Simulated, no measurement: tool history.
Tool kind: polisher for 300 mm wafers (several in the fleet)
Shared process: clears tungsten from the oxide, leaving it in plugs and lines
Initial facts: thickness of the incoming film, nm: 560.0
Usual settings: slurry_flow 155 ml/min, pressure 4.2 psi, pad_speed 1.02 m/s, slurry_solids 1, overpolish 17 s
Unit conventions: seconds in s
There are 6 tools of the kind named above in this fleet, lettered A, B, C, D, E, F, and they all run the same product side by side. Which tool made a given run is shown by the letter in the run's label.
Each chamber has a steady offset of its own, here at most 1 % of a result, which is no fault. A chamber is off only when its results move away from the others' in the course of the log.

Run 1B, hour 8.2: usual settings. Result: seconds 119.79 s.
Run 2C, hour 13.6: usual settings. Result: seconds 121.73 s.
At hour 15.4: chamber E: slurry tank refilled with fresh slurry and peroxide.
At hour 20.2: chamber E: worn pad replaced by a new one.
Run 3F, hour 23.4: usual settings. Result: seconds 122.46 s.
Run 4E, hour 30: usual settings. Result: seconds 119.65 s.
At hour 30.7: chamber A: slurry tank refilled with fresh slurry and peroxide.
Run 5D, hour 35.8: usual settings but pad_speed 1.3 m/s, slurry_solids 1.15. Result: seconds 95.279 s.
At hour 43.4: chamber D: worn pad replaced by a new one.
At hour 43.7: chamber A: slurry nozzle cleaned.
Run 6A, hour 44.1: usual settings but pad_speed 1.3 m/s, slurry_solids 1.15. Result: seconds 92.467 s.
Run 7C, hour 49.9: usual settings but pad_speed 1.3 m/s, slurry_solids 1.15. Result: seconds 93.175 s.
At hour 56.6: chamber F: slurry tank refilled with fresh slurry and peroxide.
Run 8E, hour 60.2: usual settings but pad_speed 1.3 m/s, slurry_solids 1.15. Result: seconds 93.261 s.
At hour 70.9: chamber B: slurry nozzle cleaned.
Run 9D, hour 71.2: usual settings but pad_speed 1.3 m/s, slurry_solids 1.15. Result: seconds 93.851 s.
At hour 73.3: chamber D: slurry tank refilled with fresh slurry and peroxide.
At hour 78.5: chamber B: worn pad replaced by a new one.
Run 10B, hour 83.3: usual settings but pad_speed 1.3 m/s, slurry_solids 1.15. Result: seconds 94.185 s.
At hour 85.1: chamber C: slurry tank refilled with fresh slurry and peroxide.
At hour 87.4: chamber B: slurry tank refilled with fresh slurry and peroxide.
At hour 88.1: chamber E: slurry tank refilled with fresh slurry and peroxide.
At hour 89.1: chamber C: worn pad replaced by a new one.
At hour 93.9: chamber E: worn pad replaced by a new one.
At hour 94.6: chamber F: head pressure recalibrated.
Run 11F, hour 95.6: usual settings. Result: seconds 122.29 s.
At hour 99.7: chamber A: slurry blender recalibrated.
Run 12A, hour 107: usual settings but pad_speed 1.28 m/s. Result: seconds 98.665 s.
Run 13D, hour 115.9: usual settings but pad_speed 1.28 m/s. Result: seconds 96.932 s.
At hour 119.4: chamber F: slurry blender recalibrated.
Run 14C, hour 121.7: usual settings but pad_speed 1.28 m/s. Result: seconds 96.838 s.
Run 15A, hour 133.1: usual settings but pad_speed 1.28 m/s. Result: seconds 96.252 s.
At hour 134: chamber D: worn pad replaced by a new one.
Run 16F, hour 140.2: usual settings but pad_speed 1.28 m/s. Result: seconds 96.88 s.
At hour 142.6: chamber B: slurry blender recalibrated.
At hour 147.8: chamber F: worn pad replaced by a new one.
Run 17E, hour 150.7: usual settings but pad_speed 1.28 m/s. Result: seconds 97.824 s.
At hour 152.5: chamber E: slurry tank refilled with fresh slurry and peroxide.
Run 18B, hour 159.1: usual settings. Result: seconds 125.94 s.
At hour 159.8: chamber F: slurry tank refilled with fresh slurry and peroxide.
At hour 162.1: chamber A: worn pad replaced by a new one.
Run 19F, hour 170.4: usual settings but pressure 5.4 psi, overpolish 11 s. Result: seconds 94.192 s.
At hour 170.8: chamber C: worn pad replaced by a new one.
At hour 172.7: chamber C: slurry blender recalibrated.
At hour 172.9: chamber B: worn pad replaced by a new one.
Run 20D, hour 182.8: usual settings but pressure 5.4 psi, overpolish 11 s. Result: seconds 96.609 s.
At hour 185.6: chamber E: worn pad replaced by a new one.
Run 21B, hour 191.1: usual settings but pressure 5.4 psi, overpolish 11 s. Result: seconds 99.917 s.
At hour 196.7: chamber E: slurry nozzle cleaned.
Run 22C, hour 198.3: usual settings but pressure 5.4 psi, overpolish 11 s. Result: seconds 92.425 s.
Run 23E, hour 206.4: usual settings but pressure 5.4 psi, overpolish 11 s. Result: seconds 92.689 s.
Run 24A, hour 216.2: usual settings but pressure 5.4 psi, overpolish 11 s. Result: seconds 97.056 s.
Run 25A, hour 223.3: usual settings. Result: seconds 120.22 s.
At hour 225.6: chamber A: slurry tank refilled with fresh slurry and peroxide.
At hour 226.7: chamber D: slurry blender recalibrated.
At hour 226.8: chamber D: worn pad replaced by a new one.
At hour 228.9: chamber E: slurry tank refilled with fresh slurry and peroxide.
Run 26F, hour 229.9: usual settings. Result: seconds 119.76 s.
Run 27E, hour 240.1: usual settings. Result: seconds 121.78 s.
Run 28D, hour 246.7: usual settings but overpolish 25 s. Result: seconds 126.94 s.
At hour 252.1: chamber C: worn pad replaced by a new one.
At hour 254.9: chamber B: worn pad replaced by a new one.
At hour 256.6: chamber C: slurry nozzle cleaned.
Run 29C, hour 257.4: usual settings but overpolish 25 s. Result: seconds 121.41 s.
At hour 258.6: chamber B: slurry tank refilled with fresh slurry and peroxide.
At hour 268.1: chamber E: head pressure recalibrated.
Run 30B, hour 268.7: usual settings but overpolish 25 s. Result: seconds 132.4 s.
At hour 271.5: chamber D: slurry tank refilled with fresh slurry and peroxide.
At hour 274.4: chamber C: slurry tank refilled with fresh slurry and peroxide.
At hour 275: chamber B: slurry nozzle cleaned.
Run 31F, hour 275: usual settings but overpolish 25 s. Result: seconds 118.62 s.
At hour 276: chamber F: slurry tank refilled with fresh slurry and peroxide.
At hour 279.8: chamber E: worn pad replaced by a new one.
Run 32B, hour 281: usual settings but overpolish 25 s. Result: seconds 134.54 s.
Run 33C, hour 287.2: usual settings but overpolish 25 s. Result: seconds 123.37 s.
Run 34D, hour 297.8: usual settings. Result: seconds 123.44 s.
At hour 305.3: chamber F: worn pad replaced by a new one.
At hour 306.5: chamber E: slurry tank refilled with fresh slurry and peroxide.
Run 35A, hour 306.8: usual settings. Result: seconds 119.41 s.
At hour 308.5: chamber E: slurry blender recalibrated.
Run 36E, hour 317.2: usual settings. Result: seconds 124.11 s.
At hour 326.1: chamber D: head pressure recalibrated.
Run 37F, hour 329: usual settings but slurry_flow 205 ml/min, pressure 4.9 psi. Result: seconds 102.6 s.
At hour 334.2: chamber B: worn pad replaced by a new one.
Run 38E, hour 334.7: usual settings but slurry_flow 205 ml/min, pressure 4.9 psi. Result: seconds 99.988 s.
At hour 337.5: chamber D: worn pad replaced by a new one.
Run 39B, hour 341.3: usual settings but slurry_flow 205 ml/min, pressure 4.9 psi. Result: seconds 113.37 s.
Run 40D, hour 352.6: usual settings but slurry_flow 205 ml/min, pressure 4.9 psi. Result: seconds 102.55 s.

Decide between three cases: one chamber stands off from its peers, the gauge reading all wafers drifts, or nothing is wrong past each chamber's small offset. Where a chamber is off, say which and what most likely put it there.

It is chamber B that slowly wanders off from its peers.
What lies behind it: head's pressure below its setpoint, % = 12.

Which of the 4 candidates below, each the usual settings with something changed and its results left as question marks, puts chamber B back in line with what the other chambers give on the usual settings?
In line means no further than this from the other chambers' mean on the usual settings: seconds 6.7 s
Run 41B-1, hour 361.6: usual settings but pad_speed 0.9 m/s. Result: seconds ?.
Run 41B-2, hour 361.6: usual settings but pressure 4.3 psi, pad_speed 1.04 m/s. Result: seconds ?.
Run 41B-3, hour 361.6: usual settings but pressure 4.5 psi, pad_speed 1.08 m/s. Result: seconds ?.
Run 41B-4, hour 361.6: usual settings but slurry_flow 130 ml/min. Result: seconds ?.

Other chambers, usual settings, mean: seconds 122.16 s
  run  seconds
41B-1   156.42
41B-2   132.56
41B-3   122.13
41B-4   142.71
41B-3 brings the chamber back in line.

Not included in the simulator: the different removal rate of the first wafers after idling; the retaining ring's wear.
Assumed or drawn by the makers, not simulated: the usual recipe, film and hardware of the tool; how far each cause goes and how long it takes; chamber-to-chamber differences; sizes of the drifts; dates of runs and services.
